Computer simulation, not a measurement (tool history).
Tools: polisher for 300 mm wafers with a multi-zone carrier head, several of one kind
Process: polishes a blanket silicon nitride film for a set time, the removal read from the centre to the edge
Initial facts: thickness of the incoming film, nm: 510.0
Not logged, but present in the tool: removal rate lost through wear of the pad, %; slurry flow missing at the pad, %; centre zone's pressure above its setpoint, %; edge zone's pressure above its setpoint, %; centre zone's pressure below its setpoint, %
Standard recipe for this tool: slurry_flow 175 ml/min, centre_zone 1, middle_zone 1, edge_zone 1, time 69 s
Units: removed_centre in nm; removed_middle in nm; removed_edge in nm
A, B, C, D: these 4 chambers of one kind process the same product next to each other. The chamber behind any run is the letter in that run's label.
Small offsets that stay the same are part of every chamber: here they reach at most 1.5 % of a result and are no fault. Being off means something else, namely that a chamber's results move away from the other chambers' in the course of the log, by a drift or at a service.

run	hour	slurry_flow	centre_zone	middle_zone	edge_zone	time	wafers polished on this pad	hours since the slurry nozzle was cleaned	hours since the centre zone pressure was calibrated	hours since the edge zone pressure was calibrated	removed_centre	removed_middle	removed_edge
1A	4.4	175	1	1	1	69	969	199.7	263.1	542	132.44	131.38	135.51
2D	7.3	175	1	1	1	69	695	145.8	498.9	221.2	135.9	135.26	136.59
3C	10.3	175	1	1	1	69	794	149.3	253.7	1068.3	136.35	135.29	136.63
4B	13.8	175	1	1	1	69	663	169.5	578	212	135.42	134.51	133.34
5A	16.6	175	1	1	1	69	1132	211.9	275.3	554.2	134.73	135.22	136.75
# hour 16.7: chamber A: worn pad replaced by a new one
6D	20.2	175	1	1.11	1	69	867	158.7	511.8	234.1	139.4	148.26	136.63
7B	23.3	175	1	1.11	1	69	790	179	587.5	221.5	136.34	148.7	135.22
8C	27.7	175	1	1.11	1	69	1026	166.7	271.1	1085.7	136.57	146.87	134.4
9D	31.5	175	1	1.11	1	69	1018	170	523.1	245.4	137.55	148.63	137.49
10B	35.6	175	0.93	1	1	69	955	191.3	599.8	233.8	125.81	134.5	138.5
# hour 36.9: chamber B: centre zone pressure recalibrated
11C	40.7	175	0.93	1	1	69	1200	179.7	284.1	1098.7	122.96	136.2	136.17
12A	43.5	175	0.93	1	1	69	358	238.8	302.2	581.1	125.34	135.83	138.51
13D	47.7	175	0.93	1	1	69	1234	186.2	539.3	261.6	128.38	135.98	136.34
14C	50.7	175	1	1	1	69	1333	189.7	294.1	1108.7	134.77	133.6	137.38
# hour 51.6: chamber C: worn pad replaced by a new one
15B	54.4	175	1	1	1	69	1206	210.1	17.5	252.6	133.82	136.05	132.16
16A	57.5	175	1	1	1	69	545	252.8	316.2	595.1	134.8	134.54	137.14
# hour 57.6: chamber D: centre zone pressure recalibrated
17A	61.3	175	1	1	1	69	596	256.6	320	598.9	133.24	134.22	136.04
18B	64.2	175	1	1	1	69	1337	219.9	27.3	262.4	135.47	134.84	136.03
# hour 64.3: chamber B: worn pad replaced by a new one
19D	67.2	175	1	1	1	69	1495	205.7	9.6	281.1	128.82	136.94	136.08
# hour 69.6: chamber D: worn pad replaced by a new one
20C	69.7	175	1	1	1	69	242	208.7	313.1	1127.7	136.71	134.66	136.91
21C	71.9	175	1	1	1	69	272	210.9	315.3	1129.9	135.81	135.07	137.21
22D	75.1	175	1	1	1	69	73	213.6	17.5	289	125.62	134.12	133.71
23A	77.8	175	1	1	1	69	816	273.1	336.5	615.4	136.25	133.84	138.38
24B	80.9	175	1	1	1	69	222	236.6	44	279.1	137.3	135.64	134.92
25D	83.4	175	1	1	1	81	184	221.9	25.8	297.3	149.94	158.68	156.26
26A	87	175	1	1	1	81	939	282.3	345.7	624.6	161.98	158.37	154.88
27B	91.3	175	1	1	1	81	361	247	54.4	289.5	159.81	160.35	159.4
28C	93.8	175	1	1	1	81	564	232.8	337.2	1151.8	160.6	156.58	159.37

Each of the 4 chambers runs these same settings next. Fill in every chamber's results:
29A	97.4	175	0.93	1	1	69					?	?	?
29B	97.4	175	0.93	1	1	69					?	?	?
29C	97.4	175	0.93	1	1	69					?	?	?
29D	97.4	175	0.93	1	1	69					?	?	?

run	removed_centre	removed_middle	removed_edge
29A	123.89	135.39	134.6
29B	125.19	135.84	134.49
29C	124.56	133	138.08
29D	116.46	134.47	135.27
